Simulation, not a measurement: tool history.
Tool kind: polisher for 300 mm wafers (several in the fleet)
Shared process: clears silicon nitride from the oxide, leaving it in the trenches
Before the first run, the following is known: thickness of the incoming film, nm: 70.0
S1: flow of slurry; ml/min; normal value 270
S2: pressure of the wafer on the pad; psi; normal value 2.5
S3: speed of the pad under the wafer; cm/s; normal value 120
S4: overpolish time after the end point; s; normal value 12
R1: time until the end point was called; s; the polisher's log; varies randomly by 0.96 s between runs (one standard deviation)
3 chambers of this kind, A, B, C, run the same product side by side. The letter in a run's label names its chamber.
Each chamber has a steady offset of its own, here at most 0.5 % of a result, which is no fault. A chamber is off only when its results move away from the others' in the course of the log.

{"run": "1B", "day": 0.196, "S1": 270, "S2": 2.5, "S3": 120, "S4": 12, "R1": 68.542}
{"run": "2A", "day": 0.442, "S1": 270, "S2": 2.5, "S3": 120, "S4": 12, "R1": 68.39}
{"run": "3C", "day": 0.692, "S1": 270, "S2": 2.5, "S3": 120, "S4": 12, "R1": 68.327}
{"run": "4B", "day": 0.821, "S1": 270, "S2": 2.5, "S3": 120, "S4": 12, "R1": 69.616}
{"run": "5C", "day": 1.008, "S1": 270, "S2": 2.5, "S3": 120, "S4": 12, "R1": 69.592}
{"run": "6A", "day": 1.154, "S1": 270, "S2": 2.5, "S3": 120, "S4": 12, "R1": 69.187}
{"day": 1.217, "done": "chamber A: worn pad replaced by a new one"}
{"run": "7A", "day": 1.375, "S1": 270, "S2": 2.5, "S3": 120, "S4": 10, "R1": 68.883}
{"run": "8C", "day": 1.538, "S1": 270, "S2": 2.5, "S3": 120, "S4": 10, "R1": 70.653}
{"run": "9B", "day": 1.65, "S1": 270, "S2": 2.5, "S3": 120, "S4": 10, "R1": 70.897}
{"run": "10A", "day": 1.9, "S1": 270, "S2": 2.5, "S3": 120, "S4": 12, "R1": 68.845}
{"run": "11C", "day": 2.05, "S1": 270, "S2": 2.5, "S3": 120, "S4": 12, "R1": 70.036}
{"run": "12B", "day": 2.283, "S1": 270, "S2": 2.5, "S3": 120, "S4": 12, "R1": 70.625}
{"run": "13C", "day": 2.488, "S1": 270, "S2": 2.5, "S3": 120, "S4": 12, "R1": 68.785}
{"run": "14A", "day": 2.683, "S1": 270, "S2": 2.5, "S3": 120, "S4": 12, "R1": 69.19}
{"run": "15B", "day": 2.908, "S1": 270, "S2": 2.5, "S3": 120, "S4": 12, "R1": 72.95}
{"run": "16C", "day": 3.142, "S1": 270, "S2": 2.5, "S3": 136, "S4": 12, "R1": 61.237}
{"run": "17B", "day": 3.346, "S1": 270, "S2": 2.5, "S3": 136, "S4": 12, "R1": 64.653}
{"run": "18A", "day": 3.475, "S1": 270, "S2": 2.5, "S3": 136, "S4": 12, "R1": 60.411}
{"run": "19A", "day": 3.738, "S1": 270, "S2": 2.5, "S3": 120, "S4": 12, "R1": 69.107}
{"day": 3.758, "done": "chamber C: worn pad replaced by a new one"}
{"run": "20B", "day": 3.908, "S1": 270, "S2": 2.5, "S3": 120, "S4": 12, "R1": 73.191}
{"run": "21C", "day": 4.146, "S1": 270, "S2": 2.5, "S3": 120, "S4": 12, "R1": 67.561}
{"run": "22A", "day": 4.288, "S1": 270, "S2": 2.5, "S3": 120, "S4": 12, "R1": 69.49}
{"run": "23C", "day": 4.421, "S1": 270, "S2": 2.5, "S3": 120, "S4": 12, "R1": 70.669}
{"run": "24B", "day": 4.592, "S1": 270, "S2": 2.5, "S3": 120, "S4": 12, "R1": 75.008}
{"run": "25A", "day": 4.833, "S1": 270, "S2": 2.5, "S3": 100, "S4": 12, "R1": 83.439}
{"run": "26C", "day": 5.088, "S1": 270, "S2": 2.5, "S3": 100, "S4": 12, "R1": 83.056}
{"run": "27B", "day": 5.304, "S1": 270, "S2": 2.5, "S3": 100, "S4": 12, "R1": 91.187}
{"run": "28A", "day": 5.462, "S1": 270, "S2": 2.5, "S3": 120, "S4": 12, "R1": 69.161}

Which is it: a chamber that has drifted or been left off by a service, a gauge drift common to all chambers, or only each chamber's usual small offset? If a chamber is off, name it and its likeliest cause.

Chamber B drifts away from the others.
What lies behind it: removal rate lost through wear of the pad, % = 10.7.
The log might look much the same if the cause were instead: head's pressure below its setpoint, %.

Chamber B could run next with any of the 4 candidate recipes listed below; each alters the usual settings, and their results appear as question marks. Which one brings its results back in line with what the other chambers deliver on the usual settings?
A result is in line if it is within this distance of the other chambers' mean on the usual settings: R1 3.4 s
{"run": "29B-1", "day": 5.65, "S1": 270, "S2": 2.4, "S3": 114, "S4": 12, "R1": "?"}
{"run": "29B-2", "day": 5.65, "S1": 275, "S2": 2.8, "S3": 132, "S4": 12, "R1": "?"}
{"run": "29B-3", "day": 5.65, "S1": 270, "S2": 2.6, "S3": 126, "S4": 12, "R1": "?"}
{"run": "29B-4", "day": 5.65, "S1": 265, "S2": 2.5, "S3": 98, "S4": 12, "R1": "?"}

The other chambers' mean on the usual settings: R1 69.213 s
run=29B-1 R1=83.788
run=29B-2 R1=61.89
run=29B-3 R1=69.952
run=29B-4 R1=93.85
29B-3 puts the chamber back in line with the other chambers.
